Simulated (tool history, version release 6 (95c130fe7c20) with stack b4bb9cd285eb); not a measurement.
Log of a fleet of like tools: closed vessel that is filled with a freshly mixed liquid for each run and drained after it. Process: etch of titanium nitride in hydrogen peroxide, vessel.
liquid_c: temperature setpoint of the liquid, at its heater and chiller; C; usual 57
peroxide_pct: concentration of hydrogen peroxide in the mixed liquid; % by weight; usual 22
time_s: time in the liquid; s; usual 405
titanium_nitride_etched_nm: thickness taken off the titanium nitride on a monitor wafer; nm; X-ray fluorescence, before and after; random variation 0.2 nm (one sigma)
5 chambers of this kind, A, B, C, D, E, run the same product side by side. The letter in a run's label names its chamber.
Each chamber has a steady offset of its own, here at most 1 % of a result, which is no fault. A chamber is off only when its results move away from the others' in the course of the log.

run	hour	liquid_c	peroxide_pct	time_s	read-back film thickness of the titanium nitride reference wafer, read on the same gauge (nm)	titanium_nitride_etched_nm
1C	5.2	57	22	405	59.995	28.991
2E	10.6	57	22	405	59.976	29.722
3D	13.5	57	22	405	59.994	29.146
4A	16.9	57	22	405	59.995	29.335
5B	22.0	57	22	250	59.962	17.873
6A	28.0	57	22	250	59.991	18.319
7B	31.5	57	22	250	59.995	18.072
8D	34.8	57	22	250	60.017	18.046
# hour 36.1: chamber D: peroxide flow meter replaced
9C	37.7	57	22	250	59.993	17.937
10E	44.0	57	22	315	60.008	22.865
11E	47.4	57	22	315	59.984	22.868
12B	52.1	57	22	315	60.017	22.943
13A	55.1	57	22	315	59.985	22.821
14D	58.2	57	22	315	59.983	22.828
# hour 61.4: chamber E: thermometer replaced
15C	63.6	57	22	405	59.995	29.522
16A	66.8	57	22	405	59.991	29.574
17E	69.9	57	22	405	59.988	29.493
# hour 73.6: chamber A: peroxide flow meter replaced
18D	75.7	57	22	405	59.988	29.510
19C	79.2	57	22	405	59.978	29.390
20B	82.0	57	22	405	60.021	29.267
21B	85.6	57	22	405	59.982	29.072
22D	91.1	57	22	405	60.002	28.983
23C	95.5	57	22	405	60.005	29.421
24E	98.9	57	22	405	59.995	28.975
25A	105.0	57	22	405	60.009	30.031
26B	108.3	62	22	230	59.984	23.384
27A	112.3	62	22	230	60.007	24.006
28C	115.6	62	22	230	59.999	23.644
29E	121.3	62	22	230	59.985	23.481
30D	127.4	62	22	230	59.985	23.399
31B	131.2	57	22	405	59.997	29.263
32D	137.0	57	22	405	60.013	29.213
33A	141.4	57	22	405	60.018	31.031
34C	146.5	57	22	405	59.990	29.643
35E	150.1	53	22	530	59.989	29.350
36E	152.9	53	22	530	59.992	29.413
37B	157.1	53	22	530	59.985	28.950
38A	161.1	53	22	530	59.999	31.001
39D	165.4	53	22	530	59.977	29.028

What goes on in this fleet: one chamber off, a drifting gauge, or nothing beyond the chambers' own small offsets? Name the chamber and the cause, if any.

Chamber A drifts away from the others.
Cause: liquid hotter than its thermometer reads (K) = 0.917.

Here are 4 candidates for chamber A's next run, each the usual settings with a change, their results left as question marks. Which one brings its results back in line with what the others give on the usual settings?
In line means no further than this from the other chambers' mean on the usual settings: titanium_nitride_etched_nm 0.710 nm
40A-1	169.9	57	22.0	415		?
40A-2	169.9	58	22.0	405		?
40A-3	169.9	57	19.5	405		?
40A-4	169.9	56	22.0	405		?

The other chambers' mean on the usual settings: titanium_nitride_etched_nm 29.311 nm
run	titanium_nitride_etched_nm
40A-1	32.068
40A-2	33.518
40A-3	30.493
40A-4	29.188
40A-4 brings the chamber back in line.
